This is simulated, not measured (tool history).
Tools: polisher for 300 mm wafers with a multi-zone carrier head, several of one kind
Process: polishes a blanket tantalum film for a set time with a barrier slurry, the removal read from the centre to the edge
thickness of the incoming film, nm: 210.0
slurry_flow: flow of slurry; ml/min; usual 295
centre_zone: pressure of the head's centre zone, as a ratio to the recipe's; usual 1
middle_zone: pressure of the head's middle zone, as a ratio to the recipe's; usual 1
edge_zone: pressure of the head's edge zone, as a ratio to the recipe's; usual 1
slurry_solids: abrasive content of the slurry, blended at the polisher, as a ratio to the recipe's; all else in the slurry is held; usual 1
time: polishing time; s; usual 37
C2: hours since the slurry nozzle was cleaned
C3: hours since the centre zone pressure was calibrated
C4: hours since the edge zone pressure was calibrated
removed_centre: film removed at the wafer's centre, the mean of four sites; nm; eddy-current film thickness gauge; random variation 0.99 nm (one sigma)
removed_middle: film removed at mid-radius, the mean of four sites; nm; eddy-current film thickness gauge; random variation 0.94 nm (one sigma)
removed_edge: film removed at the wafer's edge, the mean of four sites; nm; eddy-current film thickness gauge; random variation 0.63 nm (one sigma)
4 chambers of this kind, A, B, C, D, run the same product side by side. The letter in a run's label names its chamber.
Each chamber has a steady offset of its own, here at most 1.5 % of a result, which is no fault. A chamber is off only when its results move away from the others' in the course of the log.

{"run": "1D", "day": 0.438, "slurry_flow": 295, "centre_zone": 1, "middle_zone": 1, "edge_zone": 1, "slurry_solids": 1, "time": 37, "wafers polished on this pad": 656, "C2": 15.6, "C3": 389, "C4": 430.6, "removed_centre": 89.012, "removed_middle": 88.184, "removed_edge": 88.225}
{"run": "2C", "day": 0.917, "slurry_flow": 295, "centre_zone": 1, "middle_zone": 1, "edge_zone": 1, "slurry_solids": 1, "time": 37, "wafers polished on this pad": 904, "C2": 320, "C3": 223.4, "C4": 414.4, "removed_centre": 87.078, "removed_middle": 87.78, "removed_edge": 88.088}
{"run": "3B", "day": 1.275, "slurry_flow": 295, "centre_zone": 1, "middle_zone": 1, "edge_zone": 1, "slurry_solids": 1, "time": 37, "wafers polished on this pad": 505, "C2": 124.1, "C3": 324.4, "C4": 526.5, "removed_centre": 89.884, "removed_middle": 88.887, "removed_edge": 87.757}
{"day": 1.433, "done": "chamber D: edge zone pressure recalibrated"}
{"day": 1.658, "done": "chamber A: edge zone pressure recalibrated"}
{"run": "4A", "day": 1.808, "slurry_flow": 295, "centre_zone": 1, "middle_zone": 1, "edge_zone": 1, "slurry_solids": 1, "time": 37, "wafers polished on this pad": 754, "C2": 470.2, "C3": 1361.2, "C4": 3.6, "removed_centre": 90.721, "removed_middle": 88.674, "removed_edge": 87.903}
{"day": 1.817, "done": "chamber D: worn pad replaced by a new one"}
{"run": "5D", "day": 2.254, "slurry_flow": 295, "centre_zone": 1, "middle_zone": 1, "edge_zone": 1, "slurry_solids": 1, "time": 37, "wafers polished on this pad": 124, "C2": 59.2, "C3": 432.6, "C4": 19.7, "removed_centre": 88.138, "removed_middle": 88.481, "removed_edge": 87.348}
{"day": 2.592, "done": "chamber C: worn pad replaced by a new one"}
{"run": "6C", "day": 2.8, "slurry_flow": 325, "centre_zone": 1, "middle_zone": 1, "edge_zone": 1.05, "slurry_solids": 1, "time": 37, "wafers polished on this pad": 59, "C2": 365.2, "C3": 268.6, "C4": 459.6, "removed_centre": 91.367, "removed_middle": 86.786, "removed_edge": 90.336}
{"run": "7B", "day": 3.171, "slurry_flow": 325, "centre_zone": 1, "middle_zone": 1, "edge_zone": 1.05, "slurry_solids": 1, "time": 37, "wafers polished on this pad": 1040, "C2": 169.6, "C3": 369.9, "C4": 572, "removed_centre": 92.128, "removed_middle": 88.938, "removed_edge": 92.963}
{"day": 3.412, "done": "chamber B: worn pad replaced by a new one"}
{"run": "8A", "day": 3.7, "slurry_flow": 325, "centre_zone": 1, "middle_zone": 1, "edge_zone": 1.05, "slurry_solids": 1, "time": 37, "wafers polished on this pad": 1288, "C2": 515.6, "C3": 1406.6, "C4": 49, "removed_centre": 90.723, "removed_middle": 88.998, "removed_edge": 91.473}
{"run": "9B", "day": 4.133, "slurry_flow": 325, "centre_zone": 1, "middle_zone": 1, "edge_zone": 1.05, "slurry_solids": 1, "time": 37, "wafers polished on this pad": 203, "C2": 192.7, "C3": 393, "C4": 595.1, "removed_centre": 92.434, "removed_middle": 87.741, "removed_edge": 91.6}
{"day": 4.154, "done": "chamber A: worn pad replaced by a new one"}
{"run": "10D", "day": 4.442, "slurry_flow": 295, "centre_zone": 1, "middle_zone": 1, "edge_zone": 1, "slurry_solids": 1, "time": 37, "wafers polished on this pad": 741, "C2": 111.7, "C3": 485.1, "C4": 72.2, "removed_centre": 88.689, "removed_middle": 87.325, "removed_edge": 89.425}
{"run": "11C", "day": 4.771, "slurry_flow": 295, "centre_zone": 1, "middle_zone": 1, "edge_zone": 1, "slurry_solids": 1, "time": 37, "wafers polished on this pad": 615, "C2": 412.5, "C3": 315.9, "C4": 506.9, "removed_centre": 90.816, "removed_middle": 87.418, "removed_edge": 86.368}
{"run": "12A", "day": 5.317, "slurry_flow": 295, "centre_zone": 1, "middle_zone": 1, "edge_zone": 1, "slurry_solids": 1, "time": 37, "wafers polished on this pad": 328, "C2": 554.4, "C3": 1445.4, "C4": 87.8, "removed_centre": 90.862, "removed_middle": 90.109, "removed_edge": 88.321}
{"day": 5.354, "done": "chamber D: worn pad replaced by a new one"}
{"run": "13C", "day": 5.667, "slurry_flow": 295, "centre_zone": 1, "middle_zone": 1, "edge_zone": 1, "slurry_solids": 1, "time": 37, "wafers polished on this pad": 867, "C2": 434, "C3": 337.4, "C4": 528.4, "removed_centre": 91.071, "removed_middle": 88.48, "removed_edge": 86.642}
{"run": "14D", "day": 6.121, "slurry_flow": 295, "centre_zone": 1, "middle_zone": 1, "edge_zone": 1, "slurry_solids": 0.7, "time": 37, "wafers polished on this pad": 216, "C2": 152, "C3": 525.4, "C4": 112.5, "removed_centre": 77.504, "removed_middle": 78.85, "removed_edge": 78.743}
{"day": 6.162, "done": "chamber B: centre zone pressure recalibrated"}
{"day": 6.329, "done": "chamber C: worn pad replaced by a new one"}
{"run": "15A", "day": 6.408, "slurry_flow": 295, "centre_zone": 1, "middle_zone": 1, "edge_zone": 1, "slurry_solids": 0.7, "time": 37, "wafers polished on this pad": 636, "C2": 580.6, "C3": 1471.6, "C4": 114, "removed_centre": 79.624, "removed_middle": 78.407, "removed_edge": 79.234}
{"day": 6.417, "done": "chamber C: edge zone pressure recalibrated"}
{"day": 6.708, "done": "chamber B: worn pad replaced by a new one"}
{"run": "16B", "day": 6.804, "slurry_flow": 295, "centre_zone": 1, "middle_zone": 1, "edge_zone": 1, "slurry_solids": 0.7, "time": 37, "wafers polished on this pad": 27, "C2": 256.8, "C3": 15.4, "C4": 659.2, "removed_centre": 79.69, "removed_middle": 78.556, "removed_edge": 79.139}
{"run": "17A", "day": 7.179, "slurry_flow": 295, "centre_zone": 1, "middle_zone": 1, "edge_zone": 1, "slurry_solids": 0.7, "time": 37, "wafers polished on this pad": 853, "C2": 599.1, "C3": 1490.1, "C4": 132.5, "removed_centre": 80.785, "removed_middle": 77.163, "removed_edge": 78.577}
{"run": "18B", "day": 7.425, "slurry_flow": 295, "centre_zone": 1, "middle_zone": 1, "edge_zone": 1, "slurry_solids": 1, "time": 37, "wafers polished on this pad": 202, "C2": 271.7, "C3": 30.3, "C4": 674.1, "removed_centre": 90.139, "removed_middle": 89.444, "removed_edge": 88.281}
{"run": "19D", "day": 7.75, "slurry_flow": 295, "centre_zone": 1, "middle_zone": 1, "edge_zone": 1, "slurry_solids": 1, "time": 37, "wafers polished on this pad": 676, "C2": 191.1, "C3": 564.5, "C4": 151.6, "removed_centre": 87.582, "removed_middle": 87.54, "removed_edge": 88.165}
{"run": "20C", "day": 8.171, "slurry_flow": 295, "centre_zone": 1, "middle_zone": 1, "edge_zone": 1, "slurry_solids": 1, "time": 37, "wafers polished on this pad": 520, "C2": 494.1, "C3": 397.5, "C4": 42.1, "removed_centre": 91.937, "removed_middle": 86.955, "removed_edge": 88.202}
{"day": 8.646, "done": "chamber A: worn pad replaced by a new one"}
{"run": "21A", "day": 8.658, "slurry_flow": 295, "centre_zone": 1, "middle_zone": 1, "edge_zone": 1, "slurry_solids": 1, "time": 37, "wafers polished on this pad": 4, "C2": 634.6, "C3": 1525.6, "C4": 168, "removed_centre": 89.507, "removed_middle": 88.056, "removed_edge": 88.907}
{"run": "22C", "day": 8.942, "slurry_flow": 295, "centre_zone": 1, "middle_zone": 1, "edge_zone": 1, "slurry_solids": 1, "time": 37, "wafers polished on this pad": 737, "C2": 512.6, "C3": 416, "C4": 60.6, "removed_centre": 93.832, "removed_middle": 87.209, "removed_edge": 86.704}
{"run": "23B", "day": 9.246, "slurry_flow": 295, "centre_zone": 1, "middle_zone": 1, "edge_zone": 1, "slurry_solids": 1, "time": 37, "wafers polished on this pad": 715, "C2": 315.4, "C3": 74, "C4": 717.8, "removed_centre": 90.037, "removed_middle": 88.677, "removed_edge": 89.496}
{"day": 9.467, "done": "chamber D: slurry nozzle cleaned"}
{"run": "24D", "day": 9.575, "slurry_flow": 295, "centre_zone": 1, "middle_zone": 1, "edge_zone": 1, "slurry_solids": 1, "time": 37, "wafers polished on this pad": 1191, "C2": 2.7, "C3": 608.3, "C4": 195.4, "removed_centre": 85.677, "removed_middle": 88.468, "removed_edge": 89.501}
{"day": 10.008, "done": "chamber A: slurry nozzle cleaned"}
{"run": "25A", "day": 10.071, "slurry_flow": 295, "centre_zone": 1, "middle_zone": 1, "edge_zone": 1, "slurry_solids": 1, "time": 37, "wafers polished on this pad": 402, "C2": 1.6, "C3": 1559.5, "C4": 201.9, "removed_centre": 88.963, "removed_middle": 88.32, "removed_edge": 89.169}

Next, every chamber runs the same settings. What will each give?
{"run": "26A", "day": 10.462, "slurry_flow": 295, "centre_zone": 0.91, "middle_zone": 1, "edge_zone": 1, "slurry_solids": 1, "time": 37, "removed_centre": "?", "removed_middle": "?", "removed_edge": "?"}
{"run": "26B", "day": 10.462, "slurry_flow": 295, "centre_zone": 0.91, "middle_zone": 1, "edge_zone": 1, "slurry_solids": 1, "time": 37, "removed_centre": "?", "removed_middle": "?", "removed_edge": "?"}
{"run": "26C", "day": 10.462, "slurry_flow": 295, "centre_zone": 0.91, "middle_zone": 1, "edge_zone": 1, "slurry_solids": 1, "time": 37, "removed_centre": "?", "removed_middle": "?", "removed_edge": "?"}
{"run": "26D", "day": 10.462, "slurry_flow": 295, "centre_zone": 0.91, "middle_zone": 1, "edge_zone": 1, "slurry_solids": 1, "time": 37, "removed_centre": "?", "removed_middle": "?", "removed_edge": "?"}

run=26A removed_centre=81.776 removed_middle=87.055 removed_edge=88.096
run=26B removed_centre=80.264 removed_middle=89.576 removed_edge=89.508
run=26C removed_centre=85.444 removed_middle=86.053 removed_edge=87.737
run=26D removed_centre=80.725 removed_middle=89.002 removed_edge=88.586
